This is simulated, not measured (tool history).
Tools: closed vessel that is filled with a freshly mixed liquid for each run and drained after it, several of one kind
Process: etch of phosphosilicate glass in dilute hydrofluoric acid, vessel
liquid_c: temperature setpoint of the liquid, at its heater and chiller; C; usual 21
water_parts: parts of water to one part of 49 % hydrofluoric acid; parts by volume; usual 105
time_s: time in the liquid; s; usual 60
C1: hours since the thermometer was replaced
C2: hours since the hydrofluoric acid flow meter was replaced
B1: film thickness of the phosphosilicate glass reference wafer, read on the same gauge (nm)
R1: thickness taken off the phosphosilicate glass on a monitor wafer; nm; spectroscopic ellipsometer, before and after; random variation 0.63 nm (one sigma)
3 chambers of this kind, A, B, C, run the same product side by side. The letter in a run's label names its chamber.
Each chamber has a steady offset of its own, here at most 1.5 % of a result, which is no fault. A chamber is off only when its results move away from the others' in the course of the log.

Run 1A, hour 2.5: usual settings; C1 1284.3; C2 830.6; B1 120. Result: R1 80.821 nm.
Run 2C, hour 5.6: usual settings; C1 761.3; C2 918.3; B1 120. Result: R1 79.452 nm.
Run 3B, hour 11.2: usual settings; C1 1339; C2 64.6; B1 120. Result: R1 80.246 nm.
Run 4B, hour 14.9: usual settings; C1 1342.7; C2 68.3; B1 120.01. Result: R1 79.129 nm.
Run 5C, hour 20.5: usual settings; C1 776.2; C2 933.2; B1 119.97. Result: R1 80.058 nm.
Run 6A, hour 25.5: usual settings; C1 1307.3; C2 853.6; B1 120. Result: R1 81.181 nm.
Run 7C, hour 29.7: usual settings; C1 785.4; C2 942.4; B1 120. Result: R1 80.939 nm.
Run 8A, hour 34.8: usual settings; C1 1316.6; C2 862.9; B1 120. Result: R1 80.554 nm.
Run 9B, hour 40.7: usual settings; C1 1368.5; C2 94.1; B1 120.01. Result: R1 79.634 nm.
Run 10B, hour 43.3: usual settings; C1 1371.1; C2 96.7; B1 120.01. Result: R1 80.01 nm.
Run 11A, hour 47.1: usual settings but liquid_c 23 C, water_parts 85 parts by volume; C1 1328.9; C2 875.2; B1 120.02. Result: R1 111.76 nm.
Run 12C, hour 52.5: usual settings but liquid_c 23 C, water_parts 85 parts by volume; C1 808.2; C2 965.2; B1 119.99. Result: R1 111.31 nm.
Run 13A, hour 55.6: usual settings but liquid_c 23 C, water_parts 85 parts by volume; C1 1337.4; C2 883.7; B1 120.02. Result: R1 112.92 nm.
Run 14C, hour 61: usual settings; C1 816.7; C2 973.7; B1 120.01. Result: R1 80.303 nm.
Run 15B, hour 65.6: usual settings; C1 1393.4; C2 119; B1 120. Result: R1 80.72 nm.
Run 16A, hour 69.2: usual settings; C1 1351; C2 897.3; B1 119.99. Result: R1 80.794 nm.
Run 17C, hour 73.9: usual settings; C1 829.6; C2 986.6; B1 119.99. Result: R1 80.381 nm.
Run 18B, hour 77: usual settings; C1 1404.8; C2 130.4; B1 120.03. Result: R1 80.856 nm.
Run 19A, hour 79.9: usual settings; C1 1361.7; C2 908; B1 119.99. Result: R1 80.626 nm.
Run 20C, hour 85.3: usual settings; C1 841; C2 998; B1 119.99. Result: R1 80.875 nm.
Run 21B, hour 90.4: usual settings; C1 1418.2; C2 143.8; B1 119.98. Result: R1 79.334 nm.
Run 22C, hour 95.2: usual settings; C1 850.9; C2 1007.9; B1 120. Result: R1 81.44 nm.
Run 23A, hour 100: usual settings; C1 1381.8; C2 928.1; B1 119.99. Result: R1 81.743 nm.
Run 24B, hour 105.8: usual settings; C1 1433.6; C2 159.2; B1 120.03. Result: R1 79.688 nm.
Run 25A, hour 110.2: usual settings; C1 1392; C2 938.3; B1 119.97. Result: R1 81.324 nm.
Run 26B, hour 113.1: usual settings; C1 1440.9; C2 166.5; B1 120. Result: R1 78.88 nm.
Run 27C, hour 116.5: usual settings but liquid_c 25 C, water_parts 80 parts by volume; C1 872.2; C2 1029.2; B1 119.99. Result: R1 130.2 nm.
Run 28C, hour 120.2: usual settings but liquid_c 25 C, water_parts 80 parts by volume; C1 875.9; C2 1032.9; B1 120. Result: R1 129.9 nm.
Run 29A, hour 124.3: usual settings but liquid_c 25 C, water_parts 80 parts by volume; C1 1406.1; C2 952.4; B1 119.99. Result: R1 129.5 nm.
Run 30B, hour 128.9: usual settings; C1 1456.7; C2 182.3; B1 120.01. Result: R1 79.721 nm.
Run 31A, hour 133: usual settings; C1 1414.8; C2 961.1; B1 120.02. Result: R1 80.033 nm.
Run 32C, hour 138.4: usual settings; C1 894.1; C2 1051.1; B1 120. Result: R1 83.909 nm.
Run 33B, hour 141.3: usual settings; C1 1469.1; C2 194.7; B1 119.96. Result: R1 79.063 nm.
Run 34A, hour 144.3: usual settings but liquid_c 17 C, time_s 85 s; C1 1426.1; C2 972.4; B1 120.01. Result: R1 97.771 nm.
Run 35B, hour 147.7: usual settings but liquid_c 17 C, time_s 85 s; C1 1475.5; C2 201.1; B1 119.99. Result: R1 96.279 nm.
Run 36C, hour 152.9: usual settings but liquid_c 17 C, time_s 85 s; C1 908.6; C2 1065.6; B1 119.98. Result: R1 101.16 nm.
Run 37C, hour 155.6: usual settings; C1 911.3; C2 1068.3; B1 120. Result: R1 83.972 nm.
Run 38B, hour 159.7: usual settings; C1 1487.5; C2 213.1; B1 119.99. Result: R1 80.95 nm.
Run 39A, hour 165.2: usual settings; C1 1447; C2 993.3; B1 119.99. Result: R1 80.706 nm.

All 3 chambers run these settings next. Forecast each chamber's results:
Run 40A, hour 169.3: usual settings but liquid_c 24.5 C. Result: R1 ?.
Run 40B, hour 169.3: usual settings but liquid_c 24.5 C. Result: R1 ?.
Run 40C, hour 169.3: usual settings but liquid_c 24.5 C. Result: R1 ?.

run      R1
40A  92.486
40B  91.021
40C  97.685
